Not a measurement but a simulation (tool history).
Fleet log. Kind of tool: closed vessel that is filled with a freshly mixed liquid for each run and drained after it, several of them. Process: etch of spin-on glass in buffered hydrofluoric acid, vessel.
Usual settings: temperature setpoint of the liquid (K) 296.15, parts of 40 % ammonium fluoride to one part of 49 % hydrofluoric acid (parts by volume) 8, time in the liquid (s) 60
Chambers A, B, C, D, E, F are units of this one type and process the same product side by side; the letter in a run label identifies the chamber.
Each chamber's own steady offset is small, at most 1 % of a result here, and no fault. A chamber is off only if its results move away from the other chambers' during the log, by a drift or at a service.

run	hour	temperature setpoint of the liquid (K)	parts of 40 % ammonium fluoride to one part of 49 % hydrofluoric acid (parts by volume)	time in the liquid (s)	hours since the thermometer was replaced	hours since the hydrofluoric acid flow meter was replaced	read-back film thickness of the spin-on glass reference wafer, read on the same gauge (nm)	thickness taken off the spin-on glass on a monitor wafer (angstrom)
1F	4.5	296.15	8	60	406	265.6	89.98	1434.3
2D	10.1	296.15	8	60	468.4	212.8	90.007	1441.1
3B	14.7	296.15	8	60	360.1	245.8	90.015	1439
4A	19.3	296.15	8	60	1277.5	1264.9	89.999	1446
5C	22.4	296.15	6	60	654.5	928.2	89.984	1927.7
6E	25.4	296.15	6	60	1484.3	929.7	90.007	1906.7
7F	29.6	296.15	6	60	431.1	290.7	90.009	1896.4
8C	34.2	296.15	6	60	666.3	940	89.995	1912.9
9D	39.8	296.15	6	60	498.1	242.5	89.982	1914.1
10E	43.5	296.15	6	60	1502.4	947.8	89.997	1923.9
11A	49.4	296.15	8	60	1307.6	1295	89.995	1435.9
12B	54.5	296.15	8	60	399.9	285.6	90.002	1447.2
13C	59.7	296.15	8	60	691.8	965.5	90.013	1421.5
14A	63.6	296.15	8	60	1321.8	1309.2	89.992	1451.4
15B	68.9	296.15	6.5	60	414.3	300	89.999	1785.6
16F	74.2	296.15	6.5	60	475.7	335.3	90.01	1765.7
17E	78.8	296.15	6.5	60	1537.7	983.1	90.002	1764.6
18D	83.4	296.15	6.5	60	541.7	286.1	90.003	1765.1
19B	88.1	296.15	6.5	60	433.5	319.2	89.998	1785
# hour 91.7: chamber E: thermometer replaced
20F	92.2	296.15	6.5	60	493.7	353.3	89.984	1801.4
21D	98.5	296.15	8	60	556.8	301.2	90.035	1450.2
22E	101.5	296.15	8	60	9.8	1005.8	89.97	1462.1
23C	105.1	296.15	8	60	737.2	1010.9	89.991	1434.6
24A	110.1	296.15	8	60	1368.3	1355.7	90.007	1446.8
25B	115.2	296.15	8	60	460.6	346.3	89.99	1436.1
26A	120.6	296.15	8	60	1378.8	1366.2	89.985	1440.7
27E	125.2	296.15	8	60	33.5	1029.5	90.003	1446.6
28D	130.1	296.15	8	60	588.4	332.8	90.014	1447.9
# hour 132.1: chamber A: hydrofluoric acid flow meter replaced
29F	135.6	296.15	8	60	537.1	396.7	89.992	1440.7
30C	141.4	296.15	8	60	773.5	1047.2	89.982	1435.7
31B	144.8	296.15	8	60	490.2	375.9	90.007	1461.3
32C	150.2	296.15	8	60	782.3	1056	90.007	1420.1
33F	154.2	296.15	8	40	555.7	415.3	89.998	961.92
# hour 154.6: chamber C: hydrofluoric acid flow meter replaced
34E	157.2	296.15	8	40	65.5	1061.5	89.994	970.26
35D	162.2	296.15	8	40	620.5	364.9	89.992	963.46
36A	168	296.15	8	40	1426.2	35.9	90.015	970.43
37A	171.2	296.15	8	40	1429.4	39.1	89.998	963.52
38F	177.5	296.15	8	40	579	438.6	89.981	968.03
39B	183	296.15	8	60	528.4	414.1	90.01	1432.4
40D	188	296.15	8	60	646.3	390.7	90	1468.9
41C	192.4	296.15	8	60	824.5	37.9	89.999	1444.4
42E	196.9	296.15	8	60	105.2	1101.2	90.02	1464.4
43C	201.2	296.15	8	60	833.3	46.7	90.001	1424.6
44E	207.5	296.15	8	60	115.8	1111.8	90.003	1444.6

Does one chamber stand apart from the rest, does the shared gauge drift, or is all well apart from small per-chamber offsets? Give the chamber and the most likely cause, where there is one.

All chambers stay in line apart from their small fixed offsets, and the gauge does not drift.
